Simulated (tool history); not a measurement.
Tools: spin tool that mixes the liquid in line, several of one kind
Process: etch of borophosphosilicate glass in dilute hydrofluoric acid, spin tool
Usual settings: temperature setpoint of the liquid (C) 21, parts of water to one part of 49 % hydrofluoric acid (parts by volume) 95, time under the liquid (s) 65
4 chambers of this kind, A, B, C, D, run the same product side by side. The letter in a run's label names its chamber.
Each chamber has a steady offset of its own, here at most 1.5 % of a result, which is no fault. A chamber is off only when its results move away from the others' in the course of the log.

run,hour,temperature setpoint of the liquid (C),parts of water to one part of 49 % hydrofluoric acid (parts by volume),time under the liquid (s),hours since the thermometer was replaced,hours since the hydrofluoric acid flow meter was replaced,"read-back film thickness of the borophosphosilicate glass reference wafer, read on the same gauge (nm)",thickness taken off the borophosphosilicate glass on a monitor wafer (angstrom)
1B,4.1,21,95,65,876.2,506.9,130.02,219.14
2A,9.9,21,95,65,1009.1,180.9,130,217.09
3D,16.1,21,95,65,1016.8,931.7,130,220.65
4C,22.4,21,95,65,383.1,288.6,129.96,221
5C,25.4,21,95,80,386.1,291.6,130.03,273.5
6A,30.6,21,95,80,1029.8,201.6,130.04,273.6
7D,34.8,21,95,80,1035.5,950.4,130,271.03
8B,39.6,21,95,80,911.7,542.4,129.95,267.86
9D,44.5,21,95,65,1045.2,960.1,130.01,219.26
10B,50.4,21,95,65,922.5,553.2,130.02,223.1
11C,56.5,21,95,65,417.2,322.7,129.95,225.19
12A,61.7,18.5,95,65,1060.9,232.7,129.98,200.19
13B,67.5,18.5,95,65,939.6,570.3,129.97,196.53
14A,70.8,18.5,95,65,1070,241.8,130.01,200.63
15C,76.4,18.5,95,65,437.1,342.6,130.02,199.49
16D,82.7,21,95,65,1083.4,998.3,130.03,219.6
17B,88.3,21,95,65,960.4,591.1,129.98,218.46
18A,93.3,21,95,65,1092.5,264.3,130.01,217.09
19D,99.3,24,95,65,1100,1014.9,130.02,246.48
20C,104.3,24,95,65,465,370.5,129.99,249.48
21C,108.7,24,95,65,469.4,374.9,129.98,249.82
22B,112.4,24,95,65,984.5,615.2,129.97,245.27
23A,117,21,95,65,1116.2,288,130,216.62
24D,122.5,21,95,65,1123.2,1038.1,130.03,216.36
25A,125.6,21,95,65,1124.8,296.6,130.01,221.94
26D,131.7,21,95,65,1132.4,1047.3,130,219.28
27C,137,21,95,65,497.7,403.2,129.99,221.89
28B,142.8,21,95,65,1014.9,645.6,129.99,212.26
29A,146.2,21,95,65,1145.4,317.2,130.02,220.92
30C,152.4,21,95,65,513.1,418.6,130.01,221.52
31B,156.8,21,95,65,1028.9,659.6,130.01,211.14
32D,162.4,21,95,65,1163.1,1078,130.02,221.19
33D,166.7,21,95,65,1167.4,1082.3,130.01,221.67
34B,171.5,21,95,65,1043.6,674.3,130,204.2
35A,175.7,21,95,65,1174.9,346.7,129.98,219.34
36C,180,21,95,65,540.7,446.2,130,222.7
37A,183,21,95,65,1182.2,354,130,217.72
38B,187.2,18,95,65,1059.3,690,130,181.12
39D,193.9,18,95,65,1194.6,1109.5,130.03,192.5
40C,199.5,18,95,65,560.2,465.7,130.01,197.62

All 4 chambers run these settings next. Forecast each chamber's results:
41A,204.5,21,115,65,,,,?
41B,204.5,21,115,65,,,,?
41C,204.5,21,115,65,,,,?
41D,204.5,21,115,65,,,,?

run,thickness taken off the borophosphosilicate glass on a monitor wafer (angstrom)
41A,177.13
41B,167.53
41C,177.37
41D,174.96
